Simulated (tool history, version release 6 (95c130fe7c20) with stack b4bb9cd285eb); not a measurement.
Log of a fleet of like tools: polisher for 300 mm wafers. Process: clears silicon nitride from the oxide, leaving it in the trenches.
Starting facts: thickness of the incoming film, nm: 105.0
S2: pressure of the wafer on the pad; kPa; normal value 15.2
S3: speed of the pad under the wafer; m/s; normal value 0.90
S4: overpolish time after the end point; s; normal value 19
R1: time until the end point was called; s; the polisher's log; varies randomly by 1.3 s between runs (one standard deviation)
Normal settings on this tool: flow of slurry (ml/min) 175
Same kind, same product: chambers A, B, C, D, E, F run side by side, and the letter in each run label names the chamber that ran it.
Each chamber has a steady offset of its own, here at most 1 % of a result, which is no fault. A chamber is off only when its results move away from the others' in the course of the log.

At hour 3.7: chamber B: head pressure recalibrated.
At hour 4.3: chamber D: head pressure recalibrated.
Run 1D, hour 6.6: usual settings. Result: R1 144.81 s.
Run 2E, hour 12.3: usual settings. Result: R1 143.51 s.
At hour 16.6: chamber D: worn pad replaced by a new one.
Run 3C, hour 17.6: usual settings. Result: R1 140.98 s.
Run 4A, hour 22.4: usual settings. Result: R1 142.50 s.
Run 5B, hour 29.3: usual settings. Result: R1 141.72 s.
At hour 38.7: chamber E: worn pad replaced by a new one.
Run 6F, hour 40.2: usual settings. Result: R1 143.56 s.
At hour 48.4: chamber F: head pressure recalibrated.
Run 7A, hour 49.3: usual settings. Result: R1 143.61 s.
At hour 51.0: chamber D: slurry nozzle cleaned.
Run 8E, hour 57.2: usual settings but S3 0.76 m/s. Result: R1 167.51 s.
At hour 59.8: chamber A: worn pad replaced by a new one.
Run 9C, hour 67.6: usual settings but S3 0.76 m/s. Result: R1 167.71 s.
Run 10D, hour 76.6: usual settings but S3 0.76 m/s. Result: R1 170.41 s.
At hour 80.2: chamber F: worn pad replaced by a new one.
At hour 84.6: chamber B: worn pad replaced by a new one.
At hour 84.7: chamber C: slurry nozzle cleaned.
Run 11B, hour 85.9: usual settings but S3 0.76 m/s. Result: R1 167.49 s.
Run 12F, hour 91.2: usual settings but S3 0.76 m/s. Result: R1 167.97 s.
Run 13A, hour 96.5: usual settings but S3 0.76 m/s. Result: R1 169.20 s.
Run 14D, hour 101.6: usual settings. Result: R1 144.77 s.
Run 15F, hour 106.5: usual settings. Result: R1 142.99 s.
Run 16C, hour 112.1: usual settings. Result: R1 140.99 s.
Run 17E, hour 118.8: usual settings. Result: R1 142.49 s.
Run 18B, hour 124.4: usual settings. Result: R1 139.87 s.
At hour 126.5: chamber B: slurry nozzle cleaned.
Run 19D, hour 133.3: usual settings. Result: R1 143.27 s.
At hour 134.6: chamber C: worn pad replaced by a new one.
Run 20E, hour 141.4: usual settings. Result: R1 141.71 s.
At hour 143.0: chamber E: worn pad replaced by a new one.
Run 21C, hour 152.0: usual settings but flow of slurry (ml/min) 130. Result: R1 150.25 s.
Run 22F, hour 162.6: usual settings but flow of slurry (ml/min) 130. Result: R1 151.48 s.
Run 23B, hour 173.2: usual settings but flow of slurry (ml/min) 130. Result: R1 150.48 s.
At hour 174.6: chamber D: worn pad replaced by a new one.
At hour 180.5: chamber A: worn pad replaced by a new one.
Run 24A, hour 182.5: usual settings but flow of slurry (ml/min) 130. Result: R1 150.19 s.
Run 25C, hour 191.6: usual settings but flow of slurry (ml/min) 130. Result: R1 150.59 s.
Run 26F, hour 201.6: usual settings but flow of slurry (ml/min) 130. Result: R1 154.51 s.
Run 27E, hour 212.6: usual settings. Result: R1 144.21 s.
Run 28D, hour 222.9: usual settings. Result: R1 145.21 s.
Run 29A, hour 231.9: usual settings but S2 18.6 kPa. Result: R1 115.36 s.
At hour 241.8: chamber F: worn pad replaced by a new one.
Run 30B, hour 242.5: usual settings but S2 18.6 kPa. Result: R1 116.09 s.
At hour 248.8: chamber E: worn pad replaced by a new one.
At hour 251.0: chamber B: worn pad replaced by a new one.
Run 31C, hour 252.9: usual settings but S2 18.6 kPa. Result: R1 116.74 s.
Run 32F, hour 259.3: usual settings but S2 18.6 kPa. Result: R1 117.01 s.
Run 33E, hour 267.8: usual settings but S2 18.6 kPa. Result: R1 118.63 s.
Run 34D, hour 272.7: usual settings but S2 18.6 kPa. Result: R1 117.16 s.
Run 35A, hour 278.2: usual settings. Result: R1 141.75 s.
Run 36B, hour 283.4: usual settings. Result: R1 142.35 s.
Run 37F, hour 290.2: usual settings. Result: R1 144.16 s.
Run 38C, hour 295.4: usual settings. Result: R1 141.69 s.

For the next run the whole fleet of 6 chambers uses the same settings. Give each chamber's results:
Run 39A, hour 303.4: usual settings. Result: R1 ?.
Run 39B, hour 303.4: usual settings. Result: R1 ?.
Run 39C, hour 303.4: usual settings. Result: R1 ?.
Run 39D, hour 303.4: usual settings. Result: R1 ?.
Run 39E, hour 303.4: usual settings. Result: R1 ?.
Run 39F, hour 303.4: usual settings. Result: R1 ?.

run      R1
39A  144.68
39B  139.27
39C  141.98
39D  144.90
39E  143.61
39F  144.84

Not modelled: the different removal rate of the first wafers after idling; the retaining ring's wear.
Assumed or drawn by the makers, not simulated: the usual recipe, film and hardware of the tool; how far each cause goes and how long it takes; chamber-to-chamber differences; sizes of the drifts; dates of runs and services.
